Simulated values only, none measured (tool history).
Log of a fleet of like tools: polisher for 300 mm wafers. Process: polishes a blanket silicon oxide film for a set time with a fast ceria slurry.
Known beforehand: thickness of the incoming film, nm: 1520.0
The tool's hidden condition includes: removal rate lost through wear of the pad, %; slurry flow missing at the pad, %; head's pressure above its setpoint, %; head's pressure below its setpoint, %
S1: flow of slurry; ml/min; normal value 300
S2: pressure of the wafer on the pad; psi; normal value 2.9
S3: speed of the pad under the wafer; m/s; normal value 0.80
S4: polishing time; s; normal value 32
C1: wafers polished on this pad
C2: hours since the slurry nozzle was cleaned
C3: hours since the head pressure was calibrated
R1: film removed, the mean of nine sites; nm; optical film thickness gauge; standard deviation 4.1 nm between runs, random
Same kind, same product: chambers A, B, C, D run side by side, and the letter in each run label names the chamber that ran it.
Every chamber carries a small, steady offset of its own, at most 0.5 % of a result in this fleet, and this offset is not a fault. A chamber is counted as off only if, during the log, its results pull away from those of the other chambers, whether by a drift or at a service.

run   hour   S1   S2    S3  S4   C1     C2      C3      R1
       0.5  -- chamber A: worn pad replaced by a new one
       8.4  -- chamber D: worn pad replaced by a new one
 1D   13.3  300  2.9  0.80  32   61  305.8    71.0  438.03
 2B   25.5  300  2.9  0.80  32  524  420.8   352.7  442.53
      29.6  -- chamber C: worn pad replaced by a new one
 3A   40.9  300  2.9  0.80  32  496  120.3  1403.0  444.51
      41.9  -- chamber A: head pressure recalibrated
      55.6  -- chamber B: worn pad replaced by a new one
 4C   57.0  300  2.9  0.80  32  336   71.0   256.7  446.39
 5A   68.5  300  2.9  0.80  32  834  147.9    26.7  441.20
      78.7  -- chamber A: worn pad replaced by a new one
      80.1  -- chamber D: worn pad replaced by a new one
 6C   80.8  300  2.9  0.80  32  628   94.8   280.5  441.00
 7D   93.2  300  2.9  0.80  32  160  385.7   150.9  448.34
      98.7  -- chamber C: worn pad replaced by a new one
 8B  101.2  300  2.9  0.80  32  559  496.5   428.4  438.58
 9C  116.2  300  2.9  0.80  32  215  130.2   315.9  441.69
     118.2  -- chamber B: worn pad replaced by a new one
10A  124.8  300  2.9  0.80  32  565  204.2    83.0  441.15
11D  135.8  265  2.9  0.80  32  683  428.3   193.5  431.76
12B  143.8  265  2.9  0.80  32  314  539.1   471.0  435.72
     151.6  -- chamber A: worn pad replaced by a new one
13B  156.0  265  2.9  0.80  32  463  551.3   483.2  437.33
     156.7  -- chamber B: head pressure recalibrated
     160.3  -- chamber C: worn pad replaced by a new one
     160.4  -- chamber D: worn pad replaced by a new one
14A  170.6  265  2.9  0.80  32  234  250.0   128.8  442.08
15D  177.8  300  3.4  0.80  24  213  470.3   235.5  391.91
16C  187.7  300  3.4  0.80  24  336  201.7   387.4  376.23
     191.6  -- chamber B: worn pad replaced by a new one
17C  194.9  300  3.4  0.80  24  424  208.9   394.6  371.61
18A  211.4  300  3.4  0.80  24  734  290.8   169.6  389.97
     211.9  -- chamber A: worn pad replaced by a new one
19B  222.6  300  2.9  0.80  32  381  617.9    65.9  437.67
     235.0  -- chamber D: worn pad replaced by a new one
     236.8  -- chamber C: worn pad replaced by a new one
20D  237.5  300  2.9  0.80  32   31  530.0   295.2  439.76
21D  251.6  300  2.9  0.80  32  204  544.1   309.3  444.63
     261.4  -- chamber B: worn pad replaced by a new one
22B  264.9  300  2.9  1.08  32   43  660.2   108.2  593.21
     273.2  -- chamber A: worn pad replaced by a new one
23C  280.5  300  2.9  1.08  32  536  294.5   480.2  555.15
24A  294.9  300  2.9  1.08  32  266  374.3   253.1  601.36
     305.7  -- chamber C: worn pad replaced by a new one
     308.1  -- chamber D: worn pad replaced by a new one
25A  311.0  300  2.9  1.08  32  464  390.4   269.2  596.19
26B  318.8  300  2.9  0.80  32  704  714.1   162.1  439.81
27C  328.0  300  3.5  0.80  32  273  342.0   527.7  474.97
28D  336.6  300  3.5  0.80  32  350  629.1   394.3  528.15
29D  351.0  300  3.5  0.80  32  526  643.5   408.7  534.52

The same settings go to every chamber for the next run, one line per chamber below. Forecast the results for each:
30A  362.8  300  2.9  0.80  25               ?
30B  362.8  300  2.9  0.80  25               ?
30C  362.8  300  2.9  0.80  25               ?
30D  362.8  300  2.9  0.80  25               ?

run      R1
30A  343.10
30B  343.76
30C  303.91
30D  341.42
